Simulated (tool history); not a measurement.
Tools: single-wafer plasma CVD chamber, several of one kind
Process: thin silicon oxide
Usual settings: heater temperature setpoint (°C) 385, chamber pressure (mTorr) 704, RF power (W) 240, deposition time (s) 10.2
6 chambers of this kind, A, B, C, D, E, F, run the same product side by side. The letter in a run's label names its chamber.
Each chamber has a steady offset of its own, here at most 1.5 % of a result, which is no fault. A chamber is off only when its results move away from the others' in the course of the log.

run	hour	heater temperature setpoint (°C)	chamber pressure (mTorr)	RF power (W)	deposition time (s)	hours since the last thermocouple change	hours since the last RF generator calibration	hours since the last manometer calibration	read-back reference wafer on the same gauge, thickness_nm	mean film thickness on the monitor wafer (nm)
1C	11.7	385	704	240	10.2	1275.0	380.6	1429.3	17.304	15.048
2D	21.6	385	704	240	10.2	1148.1	1091.0	658.1	17.300	14.914
3F	33.5	385	704	240	10.2	695.3	631.0	1343.1	17.310	15.110
4B	40.6	385	704	240	10.2	2023.8	550.5	1601.7	17.315	15.029
5A	50.3	390	866	240	10.2	1113.4	501.7	1816.7	17.279	18.485
6E	63.4	390	866	240	10.2	786.9	573.1	519.0	17.317	18.423
# hour 67.3: chamber B: capacitance manometer re-zeroed and calibrated
7B	70.2	390	866	240	10.2	2053.4	580.1	3.0	17.306	18.161
8E	81.4	390	866	240	10.2	804.9	591.1	537.0	17.296	18.491
9D	89.8	390	866	240	10.2	1216.3	1159.2	726.3	17.291	18.061
10A	95.9	390	866	240	10.2	1159.0	547.3	1862.3	17.303	18.350
11F	107.2	385	704	240	10.2	769.0	704.7	1416.8	17.295	14.902
12C	116.8	397	704	285	10.2	1380.1	485.7	1534.4	17.314	16.181
13A	128.0	397	704	285	10.2	1191.1	579.4	1894.4	17.278	16.094
14C	141.1	397	704	285	10.2	1404.4	510.0	1558.7	17.302	16.413
15D	147.7	397	704	285	10.2	1274.2	1217.1	784.2	17.303	16.090
16F	157.1	397	704	285	10.2	818.9	754.6	1466.7	17.294	16.090
17E	169.9	397	704	285	10.2	893.4	679.6	625.5	17.295	16.219
18B	178.9	385	704	240	10.2	2162.1	688.8	111.7	17.324	15.060
19B	188.5	385	704	240	10.2	2171.7	698.4	121.3	17.282	15.023
20E	196.1	385	704	240	10.2	919.6	705.8	651.7	17.295	15.208
21D	207.6	385	704	240	11.2	1334.1	1277.0	844.1	17.301	16.443
22A	219.4	385	704	240	11.2	1282.5	670.8	1985.8	17.296	16.521
23F	225.8	385	704	240	11.2	887.6	823.3	1535.4	17.298	16.601
24C	234.8	385	704	240	11.2	1498.1	603.7	1652.4	17.303	16.937
25A	246.1	385	704	240	11.2	1309.2	697.5	2012.5	17.328	16.541
26F	254.7	385	704	240	11.2	916.5	852.2	1564.3	17.304	16.452
27B	267.3	385	704	240	10.2	2250.5	777.2	200.1	17.295	14.969
28D	278.2	385	704	240	10.2	1404.7	1347.6	914.7	17.313	14.973
29C	291.1	385	704	240	10.2	1554.4	660.0	1708.7	17.317	15.473
30E	299.3	385	771	240	11.6	1022.8	809.0	754.9	17.306	18.888
31A	310.1	385	771	240	11.6	1373.2	761.5	2076.5	17.299	18.650
32E	316.6	385	771	240	11.6	1040.1	826.3	772.2	17.308	19.018
33F	322.7	385	771	240	11.6	984.5	920.2	1632.3	17.321	18.802
34D	331.4	385	771	240	11.6	1457.9	1400.8	967.9	17.296	18.455
35C	342.7	385	771	240	11.6	1606.0	711.6	1760.3	17.305	19.362
36B	351.5	385	621	265	10.2	2334.7	861.4	284.3	17.315	13.807
37A	358.9	385	621	265	10.2	1422.0	810.3	2125.3	17.316	13.748
38E	368.7	385	621	265	10.2	1092.2	878.4	824.3	17.301	13.781
39B	374.8	385	621	265	10.2	2358.0	884.7	307.6	17.312	13.672
40C	381.9	385	621	265	10.2	1645.2	750.8	1799.5	17.302	14.360
41F	393.8	385	621	265	10.2	1055.6	991.3	1703.4	17.318	13.713
42D	399.7	396	704	265	10.2	1526.2	1469.1	1036.2	17.300	15.425

Next, every chamber runs the same settings. What will each give?
43A	409.1	385	704	240	10.2					?
43B	409.1	385	704	240	10.2					?
43C	409.1	385	704	240	10.2					?
43D	409.1	385	704	240	10.2					?
43E	409.1	385	704	240	10.2					?
43F	409.1	385	704	240	10.2					?

run	mean film thickness on the monitor wafer (nm)
43A	15.015
43B	15.037
43C	15.640
43D	15.012
43E	15.172
43F	15.050

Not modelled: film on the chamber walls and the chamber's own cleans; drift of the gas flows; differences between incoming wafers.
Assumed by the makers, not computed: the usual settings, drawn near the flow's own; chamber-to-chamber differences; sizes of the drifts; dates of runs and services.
